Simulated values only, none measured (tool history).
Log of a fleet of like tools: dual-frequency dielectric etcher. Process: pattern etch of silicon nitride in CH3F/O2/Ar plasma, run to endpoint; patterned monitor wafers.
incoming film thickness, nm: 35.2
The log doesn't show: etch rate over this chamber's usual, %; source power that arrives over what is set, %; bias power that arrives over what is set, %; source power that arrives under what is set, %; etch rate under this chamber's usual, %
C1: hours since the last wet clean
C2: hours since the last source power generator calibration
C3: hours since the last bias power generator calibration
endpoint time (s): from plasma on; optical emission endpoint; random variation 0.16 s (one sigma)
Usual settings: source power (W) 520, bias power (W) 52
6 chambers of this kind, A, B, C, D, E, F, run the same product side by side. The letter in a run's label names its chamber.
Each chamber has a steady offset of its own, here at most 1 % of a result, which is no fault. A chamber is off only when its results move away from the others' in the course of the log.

run 1F hour=2.8 | source_power_(W)=520 bias_power_(W)=52 | C1=441.1 C2=1905.2 C3=1378.1 | endpoint_time_(s)=51.581
run 2C hour=7.2 | source_power_(W)=520 bias_power_(W)=52 | C1=142.8 C2=3539.8 C3=1504.7 | endpoint_time_(s)=51.281
run 3A hour=10.2 | source_power_(W)=520 bias_power_(W)=52 | C1=65.6 C2=2464.6 C3=1854.9 | endpoint_time_(s)=51.491
run 4B hour=13.3 | source_power_(W)=520 bias_power_(W)=52 | C1=426.3 C2=207.4 C3=233.2 | endpoint_time_(s)=51.039
run 5D hour=17.6 | source_power_(W)=520 bias_power_(W)=52 | C1=359.7 C2=1286.7 C3=2888.1 | endpoint_time_(s)=50.731
run 6E hour=21.1 | source_power_(W)=520 bias_power_(W)=52 | C1=23.1 C2=1634.6 C3=975.8 | endpoint_time_(s)=50.735
run 7E hour=23.4 | source_power_(W)=520 bias_power_(W)=52 | C1=25.4 C2=1636.9 C3=978.1 | endpoint_time_(s)=50.991
run 8F hour=25.7 | source_power_(W)=520 bias_power_(W)=52 | C1=464 C2=1928.1 C3=1401 | endpoint_time_(s)=51.509
run 9A hour=29.3 | source_power_(W)=400 bias_power_(W)=59 | C1=84.7 C2=2483.7 C3=1874 | endpoint_time_(s)=54.673
run 10B hour=31.4 | source_power_(W)=400 bias_power_(W)=59 | C1=444.4 C2=225.5 C3=251.3 | endpoint_time_(s)=54.324
run 11D hour=34.5 | source_power_(W)=400 bias_power_(W)=59 | C1=376.6 C2=1303.6 C3=2905 | endpoint_time_(s)=54.039
run 12C hour=39.1 | source_power_(W)=400 bias_power_(W)=59 | C1=174.7 C2=3571.7 C3=1536.6 | endpoint_time_(s)=54.362
run 13C hour=43.5 | source_power_(W)=400 bias_power_(W)=59 | C1=179.1 C2=3576.1 C3=1541 | endpoint_time_(s)=54.796
-- hour=46.4 chamber B: wet clean of the chamber
run 14A hour=46.5 | source_power_(W)=400 bias_power_(W)=59 | C1=101.9 C2=2500.9 C3=1891.2 | endpoint_time_(s)=54.255
run 15F hour=49.8 | source_power_(W)=520 bias_power_(W)=52 | C1=488.1 C2=1952.2 C3=1425.1 | endpoint_time_(s)=51.666
run 16B hour=52.3 | source_power_(W)=520 bias_power_(W)=52 | C1=6 C2=246.4 C3=272.2 | endpoint_time_(s)=51.153
run 17D hour=56.1 | source_power_(W)=520 bias_power_(W)=52 | C1=398.2 C2=1325.2 C3=2926.6 | endpoint_time_(s)=50.96
run 18E hour=60.1 | source_power_(W)=520 bias_power_(W)=52 | C1=62.1 C2=1673.6 C3=1014.8 | endpoint_time_(s)=51.079
run 19F hour=63.1 | source_power_(W)=520 bias_power_(W)=52 | C1=501.4 C2=1965.5 C3=1438.4 | endpoint_time_(s)=51.671
-- hour=63.4 chamber F: wet clean of the chamber
run 20E hour=67.2 | source_power_(W)=520 bias_power_(W)=52 | C1=69.2 C2=1680.7 C3=1021.9 | endpoint_time_(s)=51.109
run 21C hour=71.1 | source_power_(W)=520 bias_power_(W)=52 | C1=206.7 C2=3603.7 C3=1568.6 | endpoint_time_(s)=51.298
run 22D hour=73.6 | source_power_(W)=520 bias_power_(W)=63 | C1=415.7 C2=1342.7 C3=2944.1 | endpoint_time_(s)=48.115
run 23B hour=76.3 | source_power_(W)=520 bias_power_(W)=63 | C1=30 C2=270.4 C3=296.2 | endpoint_time_(s)=48.209
run 24A hour=79.7 | source_power_(W)=520 bias_power_(W)=63 | C1=135.1 C2=2534.1 C3=1924.4 | endpoint_time_(s)=48.228
run 25A hour=84.5 | source_power_(W)=520 bias_power_(W)=63 | C1=139.9 C2=2538.9 C3=1929.2 | endpoint_time_(s)=48.024
run 26D hour=87.9 | source_power_(W)=520 bias_power_(W)=63 | C1=430 C2=1357 C3=2958.4 | endpoint_time_(s)=47.783
run 27C hour=91.4 | source_power_(W)=520 bias_power_(W)=63 | C1=227 C2=3624 C3=1588.9 | endpoint_time_(s)=48.12
run 28B hour=95.9 | source_power_(W)=520 bias_power_(W)=52 | C1=49.6 C2=290 C3=315.8 | endpoint_time_(s)=51.568
run 29E hour=100 | source_power_(W)=520 bias_power_(W)=52 | C1=102 C2=1713.5 C3=1054.7 | endpoint_time_(s)=51.116
run 30F hour=104.4 | source_power_(W)=520 bias_power_(W)=52 | C1=41 C2=2006.8 C3=1479.7 | endpoint_time_(s)=53.813
run 31B hour=108.5 | source_power_(W)=520 bias_power_(W)=52 | C1=62.2 C2=302.6 C3=328.4 | endpoint_time_(s)=51.405
run 32F hour=113 | source_power_(W)=440 bias_power_(W)=57 | C1=49.6 C2=2015.4 C3=1488.3 | endpoint_time_(s)=55.447
run 33D hour=116 | source_power_(W)=440 bias_power_(W)=57 | C1=458.1 C2=1385.1 C3=2986.5 | endpoint_time_(s)=53.326
run 34A hour=118.4 | source_power_(W)=440 bias_power_(W)=57 | C1=173.8 C2=2572.8 C3=1963.1 | endpoint_time_(s)=52.998
run 35E hour=122.9 | source_power_(W)=440 bias_power_(W)=57 | C1=124.9 C2=1736.4 C3=1077.6 | endpoint_time_(s)=52.813
run 36C hour=125.1 | source_power_(W)=440 bias_power_(W)=57 | C1=260.7 C2=3657.7 C3=1622.6 | endpoint_time_(s)=53.305
run 37C hour=129.4 | source_power_(W)=440 bias_power_(W)=57 | C1=265 C2=3662 C3=1626.9 | endpoint_time_(s)=53.034
run 38F hour=132.7 | source_power_(W)=520 bias_power_(W)=52 | C1=69.3 C2=2035.1 C3=1508 | endpoint_time_(s)=53.542
run 39E hour=135.9 | source_power_(W)=480 bias_power_(W)=57 | C1=137.9 C2=1749.4 C3=1090.6 | endpoint_time_(s)=51.208
run 40B hour=138.4 | source_power_(W)=480 bias_power_(W)=57 | C1=92.1 C2=332.5 C3=358.3 | endpoint_time_(s)=51.111

What goes on in this fleet: one chamber off, a drifting gauge, or nothing beyond the chambers' own small offsets? Name the chamber and the cause, if any.

A service left chamber F off against the others.
Cause: etch rate under this chamber's usual, % = 4.06.

Here are 4 candidates for chamber F's next run, each the usual settings with a change, their results left as question marks. Which one brings its results back in line with what the others give on the usual settings?
In line means no further than this from the other chambers' mean on the usual settings: endpoint time (s) 0.54
run 41F-1 hour=141.9 | source_power_(W)=520 bias_power_(W)=40 | endpoint_time_(s)=?
run 41F-2 hour=141.9 | source_power_(W)=560 bias_power_(W)=55 | endpoint_time_(s)=?
run 41F-3 hour=141.9 | source_power_(W)=590 bias_power_(W)=57 | endpoint_time_(s)=?
run 41F-4 hour=141.9 | source_power_(W)=460 bias_power_(W)=52 | endpoint_time_(s)=?

The other chambers' mean on the usual settings: endpoint time (s) 51.176
run=41F-1 endpoint_time_(s)=58.257
run=41F-2 endpoint_time_(s)=51.371
run=41F-3 endpoint_time_(s)=49.779
run=41F-4 endpoint_time_(s)=56.412
41F-2 brings the chamber back in line.

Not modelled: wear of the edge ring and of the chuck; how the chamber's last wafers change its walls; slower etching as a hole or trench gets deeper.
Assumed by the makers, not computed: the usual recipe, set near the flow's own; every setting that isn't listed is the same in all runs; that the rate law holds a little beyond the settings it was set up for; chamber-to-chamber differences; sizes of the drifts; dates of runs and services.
